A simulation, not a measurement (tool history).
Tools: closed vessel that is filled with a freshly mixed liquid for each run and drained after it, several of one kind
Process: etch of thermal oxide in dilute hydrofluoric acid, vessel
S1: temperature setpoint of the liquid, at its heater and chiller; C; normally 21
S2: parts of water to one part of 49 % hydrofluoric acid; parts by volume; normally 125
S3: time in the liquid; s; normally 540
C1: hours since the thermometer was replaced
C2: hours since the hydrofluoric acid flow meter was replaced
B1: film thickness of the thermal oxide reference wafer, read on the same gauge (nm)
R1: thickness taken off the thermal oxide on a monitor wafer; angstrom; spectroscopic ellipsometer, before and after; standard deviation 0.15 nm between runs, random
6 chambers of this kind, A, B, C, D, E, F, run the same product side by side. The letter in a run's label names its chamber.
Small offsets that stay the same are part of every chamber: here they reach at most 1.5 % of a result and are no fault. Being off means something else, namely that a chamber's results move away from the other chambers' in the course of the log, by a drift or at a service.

Run 1F, day 0.179: usual settings; C1 1234.2; C2 786.6; B1 140.01. Result: R1 176.18 angstrom.
Run 2D, day 0.467: usual settings; C1 77.5; C2 1164.7; B1 140.01. Result: R1 175.4 angstrom.
Run 3C, day 0.712: usual settings; C1 151.3; C2 931.1; B1 140. Result: R1 175.5 angstrom.
Run 4E, day 0.85: usual settings; C1 989.6; C2 1207.8; B1 140. Result: R1 174.91 angstrom.
Run 5A, day 1.15: usual settings; C1 223.2; C2 357.5; B1 140. Result: R1 174.07 angstrom.
At day 1.238: chamber D: hydrofluoric acid flow meter replaced.
Run 6B, day 1.312: usual settings; C1 2330.8; C2 532.7; B1 139.99. Result: R1 174.37 angstrom.
Run 7F, day 1.454: usual settings; C1 1264.8; C2 817.2; B1 140. Result: R1 175.37 angstrom.
Run 8B, day 1.696: usual settings; C1 2340; C2 541.9; B1 139.99. Result: R1 173.84 angstrom.
Run 9A, day 1.85: usual settings; C1 240; C2 374.3; B1 140. Result: R1 175.83 angstrom.
Run 10D, day 1.996: usual settings but S2 175 parts by volume, S3 430 s; C1 114.2; C2 18.3; B1 139.99. Result: R1 93.435 angstrom.
Run 11C, day 2.271: usual settings but S2 175 parts by volume, S3 430 s; C1 188.7; C2 968.5; B1 140.01. Result: R1 93.879 angstrom.
Run 12E, day 2.517: usual settings but S2 175 parts by volume, S3 430 s; C1 1029.6; C2 1247.8; B1 139.99. Result: R1 92.66 angstrom.
At day 2.679: chamber F: thermometer replaced.
Run 13E, day 2.692: usual settings but S2 175 parts by volume, S3 430 s; C1 1033.8; C2 1252; B1 140.01. Result: R1 93.224 angstrom.
Run 14A, day 2.929: usual settings but S2 175 parts by volume, S3 430 s; C1 265.9; C2 400.2; B1 140. Result: R1 93.944 angstrom.
Run 15C, day 3.138: usual settings but S2 175 parts by volume, S3 430 s; C1 209.5; C2 989.3; B1 139.98. Result: R1 94.155 angstrom.
Run 16D, day 3.375: usual settings; C1 147.3; C2 51.4; B1 139.99. Result: R1 174.19 angstrom.
Run 17B, day 3.525: usual settings but S1 17.5 C, S2 65 parts by volume; C1 2383.9; C2 585.8; B1 139.99. Result: R1 307.65 angstrom.
Run 18F, day 3.788: usual settings but S1 17.5 C, S2 65 parts by volume; C1 26.6; C2 873.2; B1 140.01. Result: R1 304.31 angstrom.
At day 3.883: chamber B: thermometer replaced.
Run 19E, day 4.062: usual settings but S1 17.5 C, S2 65 parts by volume; C1 1066.7; C2 1284.9; B1 140.01. Result: R1 305.01 angstrom.
Run 20F, day 4.304: usual settings but S1 17.5 C, S2 65 parts by volume; C1 39; C2 885.6; B1 140. Result: R1 306.57 angstrom.
Run 21A, day 4.525: usual settings but S1 17.5 C, S2 65 parts by volume; C1 304.2; C2 438.5; B1 139.99. Result: R1 316.4 angstrom.
Run 22D, day 4.671: usual settings but S1 17.5 C, S2 65 parts by volume; C1 178.4; C2 82.5; B1 140.02. Result: R1 308.45 angstrom.
Run 23C, day 4.9: usual settings but S2 155 parts by volume, S3 290 s; C1 251.8; C2 1031.6; B1 139.99. Result: R1 73.989 angstrom.
Run 24B, day 5.1: usual settings but S2 155 parts by volume, S3 290 s; C1 29.2; C2 623.6; B1 140. Result: R1 72.69 angstrom.
At day 5.312: chamber C: hydrofluoric acid flow meter replaced.
Run 25C, day 5.333: usual settings but S2 155 parts by volume, S3 290 s; C1 262.2; C2 0.6; B1 139.99. Result: R1 71.756 angstrom.
Run 26A, day 5.5: usual settings but S2 155 parts by volume, S3 290 s; C1 327.6; C2 461.9; B1 139.99. Result: R1 71.493 angstrom.
Run 27D, day 5.688: usual settings but S2 155 parts by volume, S3 290 s; C1 202.8; C2 106.9; B1 140. Result: R1 74.032 angstrom.
Run 28B, day 5.854: usual settings but S2 155 parts by volume, S3 290 s; C1 47.3; C2 641.7; B1 140.01. Result: R1 73.609 angstrom.
Run 29E, day 6.1: usual settings; C1 1115.6; C2 1333.8; B1 140. Result: R1 175.42 angstrom.
Run 30F, day 6.388: usual settings; C1 89; C2 935.6; B1 140. Result: R1 176.54 angstrom.
Run 31D, day 6.675: usual settings; C1 226.5; C2 130.6; B1 140. Result: R1 173.02 angstrom.
Run 32C, day 6.967: usual settings; C1 301.4; C2 39.8; B1 140.01. Result: R1 173.41 angstrom.
Run 33F, day 7.162: usual settings; C1 107.6; C2 954.2; B1 140. Result: R1 174.29 angstrom.
Run 34E, day 7.338: usual settings; C1 1145.3; C2 1363.5; B1 140.01. Result: R1 173.2 angstrom.
Run 35B, day 7.617: usual settings; C1 89.6; C2 684; B1 140. Result: R1 175.38 angstrom.
Run 36A, day 7.812: usual settings; C1 383.1; C2 517.4; B1 140. Result: R1 165.27 angstrom.
Run 37A, day 8.079: usual settings; C1 389.5; C2 523.8; B1 140.01. Result: R1 163.18 angstrom.
Run 38B, day 8.296: usual settings; C1 105.9; C2 700.3; B1 140. Result: R1 174.09 angstrom.
Run 39F, day 8.517: usual settings; C1 140.1; C2 986.7; B1 139.99. Result: R1 176.43 angstrom.
Run 40E, day 8.696: usual settings; C1 1177.9; C2 1396.1; B1 140. Result: R1 174.46 angstrom.
Run 41C, day 8.983: usual settings but S1 17 C, S3 750 s; C1 349.8; C2 88.2; B1 140. Result: R1 205.68 angstrom.
Run 42D, day 9.204: usual settings but S1 17 C, S3 750 s; C1 287.2; C2 191.3; B1 140. Result: R1 202.68 angstrom.
Run 43C, day 9.442: usual settings but S1 17 C, S3 750 s; C1 360.8; C2 99.2; B1 139.99. Result: R1 210.07 angstrom.

Each of the 6 chambers runs these same settings next. Fill in every chamber's results:
Run 44A, day 9.658: usual settings. Result: R1 ?.
Run 44B, day 9.658: usual settings. Result: R1 ?.
Run 44C, day 9.658: usual settings. Result: R1 ?.
Run 44D, day 9.658: usual settings. Result: R1 ?.
Run 44E, day 9.658: usual settings. Result: R1 ?.
Run 44F, day 9.658: usual settings. Result: R1 ?.

run      R1
44A  164.45
44B  175.31
44C  174.44
44D  173.21
44E  174.61
44F  174.73
